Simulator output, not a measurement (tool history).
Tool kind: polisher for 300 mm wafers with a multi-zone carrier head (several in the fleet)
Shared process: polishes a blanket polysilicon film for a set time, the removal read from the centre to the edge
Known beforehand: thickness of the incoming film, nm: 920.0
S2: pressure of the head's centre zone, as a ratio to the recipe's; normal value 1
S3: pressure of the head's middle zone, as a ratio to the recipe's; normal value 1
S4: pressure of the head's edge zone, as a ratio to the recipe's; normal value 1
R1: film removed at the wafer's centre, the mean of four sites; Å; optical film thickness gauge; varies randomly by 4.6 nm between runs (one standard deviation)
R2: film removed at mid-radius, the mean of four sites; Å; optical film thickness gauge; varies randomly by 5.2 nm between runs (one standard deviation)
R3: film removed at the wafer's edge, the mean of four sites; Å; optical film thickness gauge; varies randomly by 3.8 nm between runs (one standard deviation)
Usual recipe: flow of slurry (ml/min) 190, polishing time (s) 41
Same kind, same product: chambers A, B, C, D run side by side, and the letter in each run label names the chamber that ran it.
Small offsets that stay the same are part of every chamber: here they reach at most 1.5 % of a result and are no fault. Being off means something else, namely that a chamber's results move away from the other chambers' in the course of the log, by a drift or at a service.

run 1A hour=10.8 | flow_of_slurry_(ml/min)=190 S2=1 S3=1 S4=1 polishing_time_(s)=41 | R1=3879.1 R2=3625 R3=3721.4
run 2C hour=22.2 | flow_of_slurry_(ml/min)=190 S2=1 S3=1 S4=1 polishing_time_(s)=41 | R1=3773.8 R2=3808.6 R3=3721.8
-- hour=24.2 chamber A: worn pad replaced by a new one
run 3B hour=32.2 | flow_of_slurry_(ml/min)=190 S2=1 S3=1 S4=1 polishing_time_(s)=41 | R1=3765.3 R2=3696.4 R3=3751.7
run 4D hour=44.1 | flow_of_slurry_(ml/min)=190 S2=1 S3=1 S4=1 polishing_time_(s)=41 | R1=3672.7 R2=3849.4 R3=3703.4
-- hour=49.6 chamber A: edge zone pressure recalibrated
run 5B hour=50.3 | flow_of_slurry_(ml/min)=190 S2=1 S3=1 S4=1 polishing_time_(s)=41 | R1=3789.5 R2=3732.7 R3=3759.1
-- hour=54.9 chamber B: worn pad replaced by a new one
run 6D hour=58.3 | flow_of_slurry_(ml/min)=190 S2=1 S3=1 S4=1 polishing_time_(s)=41 | R1=3746.6 R2=3692 R3=3751
-- hour=60.8 chamber D: worn pad replaced by a new one
run 7C hour=66.4 | flow_of_slurry_(ml/min)=190 S2=1 S3=1 S4=1 polishing_time_(s)=41 | R1=3838.2 R2=3752.2 R3=3725.4
-- hour=67.8 chamber D: centre zone pressure recalibrated
run 8A hour=75.1 | flow_of_slurry_(ml/min)=190 S2=1 S3=1 S4=1 polishing_time_(s)=41 | R1=3761.9 R2=3749.7 R3=3749.6
-- hour=82.2 chamber A: worn pad replaced by a new one
run 9B hour=84.4 | flow_of_slurry_(ml/min)=190 S2=0.93 S3=0.92 S4=1 polishing_time_(s)=41 | R1=3553.9 R2=3443 R3=3751.8
-- hour=84.9 chamber C: edge zone pressure recalibrated
run 10C hour=91.1 | flow_of_slurry_(ml/min)=190 S2=0.93 S3=0.92 S4=1 polishing_time_(s)=41 | R1=3505.1 R2=3463.8 R3=3738.1
-- hour=93.1 chamber A: slurry nozzle cleaned
run 11D hour=103.4 | flow_of_slurry_(ml/min)=190 S2=0.93 S3=0.92 S4=1 polishing_time_(s)=41 | R1=3470 R2=3463.5 R3=3789.1
-- hour=114.3 chamber B: worn pad replaced by a new one
run 12A hour=114.8 | flow_of_slurry_(ml/min)=190 S2=0.93 S3=0.92 S4=1 polishing_time_(s)=41 | R1=3530.1 R2=3530.4 R3=3742.6
-- hour=117.3 chamber D: worn pad replaced by a new one
run 13C hour=123 | flow_of_slurry_(ml/min)=190 S2=1 S3=1 S4=1 polishing_time_(s)=41 | R1=3803 R2=3745.6 R3=3726.2
run 14B hour=129.7 | flow_of_slurry_(ml/min)=250 S2=1 S3=1 S4=1 polishing_time_(s)=54 | R1=5238.7 R2=4968.8 R3=5058.4
run 15A hour=139.8 | flow_of_slurry_(ml/min)=250 S2=1 S3=1 S4=1 polishing_time_(s)=54 | R1=5095.9 R2=5190.9 R3=5094.2
-- hour=149.6 chamber B: edge zone pressure recalibrated
run 16D hour=150.7 | flow_of_slurry_(ml/min)=250 S2=1 S3=1 S4=1 polishing_time_(s)=54 | R1=5200.7 R2=5129 R3=5121.6
-- hour=153.5 chamber A: worn pad replaced by a new one
run 17B hour=158.8 | flow_of_slurry_(ml/min)=250 S2=1 S3=1 S4=1 polishing_time_(s)=54 | R1=5146.3 R2=5131.4 R3=5058.3
run 18D hour=166 | flow_of_slurry_(ml/min)=165 S2=1 S3=1 S4=1 polishing_time_(s)=36 | R1=3228.8 R2=3346.9 R3=3200.3
-- hour=173.2 chamber D: worn pad replaced by a new one
run 19C hour=176.3 | flow_of_slurry_(ml/min)=165 S2=1 S3=1 S4=1 polishing_time_(s)=36 | R1=3151.6 R2=3020.5 R3=3160.1
-- hour=183.5 chamber B: worn pad replaced by a new one
run 20A hour=187 | flow_of_slurry_(ml/min)=165 S2=1 S3=1 S4=1 polishing_time_(s)=36 | R1=3248.8 R2=3238.6 R3=3244.8
run 21A hour=196.5 | flow_of_slurry_(ml/min)=165 S2=1 S3=1 S4=1 polishing_time_(s)=36 | R1=3313.5 R2=3251.3 R3=3220.7
run 22D hour=207.9 | flow_of_slurry_(ml/min)=190 S2=1 S3=1 S4=1 polishing_time_(s)=41 | R1=3704.9 R2=3781.8 R3=3808.5
-- hour=212.3 chamber A: worn pad replaced by a new one
run 23C hour=214.6 | flow_of_slurry_(ml/min)=190 S2=1 S3=1 S4=1 polishing_time_(s)=41 | R1=3593.4 R2=3539.8 R3=3561.9
run 24B hour=224.5 | flow_of_slurry_(ml/min)=190 S2=1 S3=1 S4=1 polishing_time_(s)=41 | R1=3767.2 R2=3721.3 R3=3727.7
run 25D hour=235.6 | flow_of_slurry_(ml/min)=190 S2=1 S3=1 S4=1 polishing_time_(s)=41 | R1=3820.6 R2=3773.1 R3=3738.1
run 26A hour=241.2 | flow_of_slurry_(ml/min)=190 S2=1 S3=1 S4=1 polishing_time_(s)=41 | R1=3736.9 R2=3812.9 R3=3804.5
-- hour=245.5 chamber B: worn pad replaced by a new one
-- hour=245.7 chamber D: worn pad replaced by a new one
run 27C hour=250.5 | flow_of_slurry_(ml/min)=190 S2=1 S3=1 S4=1 polishing_time_(s)=41 | R1=3584.2 R2=3553.4 R3=3549
run 28B hour=256.4 | flow_of_slurry_(ml/min)=190 S2=1 S3=1 S4=1 polishing_time_(s)=41 | R1=3759.4 R2=3707.1 R3=3683.6
run 29A hour=265.4 | flow_of_slurry_(ml/min)=190 S2=1 S3=1 S4=1 polishing_time_(s)=41 | R1=3782.3 R2=3766.5 R3=3742.6
run 30B hour=275.8 | flow_of_slurry_(ml/min)=190 S2=1 S3=1 S4=1 polishing_time_(s)=41 | R1=3770.4 R2=3738.2 R3=3731.7
-- hour=281.2 chamber A: worn pad replaced by a new one
run 31D hour=282.9 | flow_of_slurry_(ml/min)=190 S2=1 S3=1 S4=1 polishing_time_(s)=41 | R1=3693.3 R2=3689.7 R3=3788.5
run 32C hour=294.9 | flow_of_slurry_(ml/min)=190 S2=1 S3=1 S4=1 polishing_time_(s)=41 | R1=3459.7 R2=3367.4 R3=3397.4
run 33A hour=303.1 | flow_of_slurry_(ml/min)=160 S2=1 S3=1 S4=1 polishing_time_(s)=41 | R1=3624.5 R2=3691.9 R3=3679.8
-- hour=305.4 chamber B: worn pad replaced by a new one
run 34C hour=309.5 | flow_of_slurry_(ml/min)=160 S2=1 S3=1 S4=1 polishing_time_(s)=41 | R1=3388.1 R2=3254.8 R3=3352.8
run 35B hour=321.6 | flow_of_slurry_(ml/min)=160 S2=1 S3=1 S4=1 polishing_time_(s)=41 | R1=3648.1 R2=3650.6 R3=3642

Which is it: a chamber that has drifted or been left off by a service, a gauge drift common to all chambers, or only each chamber's usual small offset? If a chamber is off, name it and its likeliest cause.

One chamber, C, drifts off from the rest bit by bit.
Likeliest cause: removal rate lost through wear of the pad, % = 9.76.
Not necessarily distinguishable in this log from: slurry flow missing at the pad, %.

Chamber C could run next with any of the 4 candidate recipes listed below; each alters the usual settings, and their results appear as question marks. Which one brings its results back in line with what the other chambers deliver on the usual settings?
Maximum distance from the other chambers' mean on the usual settings for a result to count as in line: R1 160 Å; R2 180 Å; R3 130 Å
run 36C-1 hour=330.3 | flow_of_slurry_(ml/min)=185 S2=1 S3=0.99 S4=1 polishing_time_(s)=37 | R1=? R2=? R3=?
run 36C-2 hour=330.3 | flow_of_slurry_(ml/min)=190 S2=1 S3=1 S4=1 polishing_time_(s)=43 | R1=? R2=? R3=?
run 36C-3 hour=330.3 | flow_of_slurry_(ml/min)=195 S2=1 S3=1.01 S4=1 polishing_time_(s)=45 | R1=? R2=? R3=?
run 36C-4 hour=330.3 | flow_of_slurry_(ml/min)=190 S2=1 S3=1 S4=1 polishing_time_(s)=39 | R1=? R2=? R3=?

What the other chambers average on the usual settings: R1 3776 Å; R2 3751 Å; R3 3741.4 Å
run=36C-1 R1=3039.6 R2=2994.5 R3=3054.6
run=36C-2 R1=3549.8 R2=3526.8 R3=3560.4
run=36C-3 R1=3732.1 R2=3739.3 R3=3736.5
run=36C-4 R1=3219.6 R2=3198.8 R3=3229.2
36C-3 is the one that brings the chamber's results back in line with the other chambers.
